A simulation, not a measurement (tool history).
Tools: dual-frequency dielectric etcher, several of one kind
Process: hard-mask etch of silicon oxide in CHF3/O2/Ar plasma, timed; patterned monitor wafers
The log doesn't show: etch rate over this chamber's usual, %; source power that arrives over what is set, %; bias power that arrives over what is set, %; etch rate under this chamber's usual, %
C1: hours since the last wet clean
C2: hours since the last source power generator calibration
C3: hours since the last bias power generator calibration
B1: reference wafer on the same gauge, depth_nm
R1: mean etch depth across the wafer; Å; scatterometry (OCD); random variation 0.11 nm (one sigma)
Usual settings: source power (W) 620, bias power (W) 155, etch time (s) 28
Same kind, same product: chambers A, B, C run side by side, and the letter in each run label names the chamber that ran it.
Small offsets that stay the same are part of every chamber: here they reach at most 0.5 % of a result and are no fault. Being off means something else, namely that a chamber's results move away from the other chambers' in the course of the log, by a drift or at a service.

Run 1B, hour 7.4: usual settings; C1 189.3; C2 1587.5; C3 1429.3; B1 57.518. Result: R1 529.55 Å.
Run 2C, hour 12.8: usual settings; C1 431.1; C2 4277.2; C3 3245.7; B1 57.526. Result: R1 531.97 Å.
Run 3A, hour 18.5: usual settings; C1 146.2; C2 1670.7; C3 1760.3; B1 57.499. Result: R1 535.41 Å.
Run 4B, hour 26.2: usual settings; C1 208.1; C2 1606.3; C3 1448.1; B1 57.494. Result: R1 529.52 Å.
Run 5A, hour 34.8: usual settings; C1 162.5; C2 1687.0; C3 1776.6; B1 57.535. Result: R1 535.85 Å.
Run 6C, hour 39.1: usual settings; C1 457.4; C2 4303.5; C3 3272.0; B1 57.482. Result: R1 530.71 Å.
Run 7A, hour 45.3: usual settings but source power (W) 570, bias power (W) 176; C1 173.0; C2 1697.5; C3 1787.1; B1 57.528. Result: R1 541.29 Å.
At hour 46.6: chamber C: wet clean of the chamber.
Run 8B, hour 52.6: usual settings but source power (W) 570, bias power (W) 176; C1 234.5; C2 1632.7; C3 1474.5; B1 57.502. Result: R1 537.26 Å.
Run 9C, hour 57.7: usual settings but source power (W) 570, bias power (W) 176; C1 11.2; C2 4322.1; C3 3290.6; B1 57.513. Result: R1 537.71 Å.
Run 10B, hour 65.5: usual settings but source power (W) 740, etch time (s) 23; C1 247.4; C2 1645.6; C3 1487.4; B1 57.497. Result: R1 466.72 Å.
Run 11A, hour 70.8: usual settings but source power (W) 740, etch time (s) 23; C1 198.5; C2 1723.0; C3 1812.6; B1 57.511. Result: R1 472.50 Å.
Run 12C, hour 77.4: usual settings but source power (W) 740, etch time (s) 23; C1 30.9; C2 4341.8; C3 3310.3; B1 57.512. Result: R1 468.39 Å.
Run 13A, hour 84.4: usual settings; C1 212.1; C2 1736.6; C3 1826.2; B1 57.487. Result: R1 535.17 Å.
Run 14C, hour 93.0: usual settings but bias power (W) 191; C1 46.5; C2 4357.4; C3 3325.9; B1 57.500. Result: R1 569.08 Å.
Run 15B, hour 100.9: usual settings but bias power (W) 191; C1 282.8; C2 1681.0; C3 1522.8; B1 57.476. Result: R1 565.98 Å.
Run 16B, hour 106.0: usual settings but bias power (W) 191; C1 287.9; C2 1686.1; C3 1527.9; B1 57.510. Result: R1 563.43 Å.
Run 17A, hour 110.4: usual settings; C1 238.1; C2 1762.6; C3 1852.2; B1 57.496. Result: R1 536.38 Å.
Run 18C, hour 115.6: usual settings; C1 69.1; C2 4380.0; C3 3348.5; B1 57.480. Result: R1 532.49 Å.
Run 19C, hour 123.6: usual settings; C1 77.1; C2 4388.0; C3 3356.5; B1 57.502. Result: R1 530.94 Å.
Run 20A, hour 128.1: usual settings; C1 255.8; C2 1780.3; C3 1869.9; B1 57.533. Result: R1 534.71 Å.
Run 21B, hour 136.1: usual settings; C1 318.0; C2 1716.2; C3 1558.0; B1 57.483. Result: R1 523.17 Å.
Run 22C, hour 144.4: usual settings; C1 97.9; C2 4408.8; C3 3377.3; B1 57.498. Result: R1 532.46 Å.
Run 23B, hour 150.3: usual settings; C1 332.2; C2 1730.4; C3 1572.2; B1 57.506. Result: R1 523.15 Å.
Run 24A, hour 158.8: usual settings; C1 286.5; C2 1811.0; C3 1900.6; B1 57.519. Result: R1 538.11 Å.
Run 25B, hour 162.9: usual settings; C1 344.8; C2 1743.0; C3 1584.8; B1 57.493. Result: R1 521.84 Å.
Run 26A, hour 171.3: usual settings; C1 299.0; C2 1823.5; C3 1913.1; B1 57.496. Result: R1 535.85 Å.
Run 27C, hour 179.6: usual settings; C1 133.1; C2 4444.0; C3 3412.5; B1 57.501. Result: R1 532.29 Å.

Is one chamber off against the others, does the gauge drift, or is nothing wrong? If a chamber is off, say which, and what the likeliest cause is.

Chamber B drifts away from the others.
Cause: etch rate under this chamber's usual, % = 2.47.

Below are 4 candidate recipes for chamber B's next run, each the usual settings with a change, their results shown as question marks. Which of them brings B's results back in line with what the other chambers give on the usual settings?
In line here means within this much of the mean the other chambers give on the usual settings: R1 4.30 Å
Run 28B-1, hour 186.3: usual settings but bias power (W) 140. Result: R1 ?.
Run 28B-2, hour 186.3: usual settings but etch time (s) 28.5. Result: R1 ?.
Run 28B-3, hour 186.3: usual settings but source power (W) 590. Result: R1 ?.
Run 28B-4, hour 186.3: usual settings but source power (W) 650, bias power (W) 161. Result: R1 ?.

Mean of the other chambers on the usual settings: R1 534.16 Å
  run      R1
28B-1  501.66
28B-2  527.33
28B-3  508.41
28B-4  533.95
With 28B-4, the chamber falls back in line with the rest.

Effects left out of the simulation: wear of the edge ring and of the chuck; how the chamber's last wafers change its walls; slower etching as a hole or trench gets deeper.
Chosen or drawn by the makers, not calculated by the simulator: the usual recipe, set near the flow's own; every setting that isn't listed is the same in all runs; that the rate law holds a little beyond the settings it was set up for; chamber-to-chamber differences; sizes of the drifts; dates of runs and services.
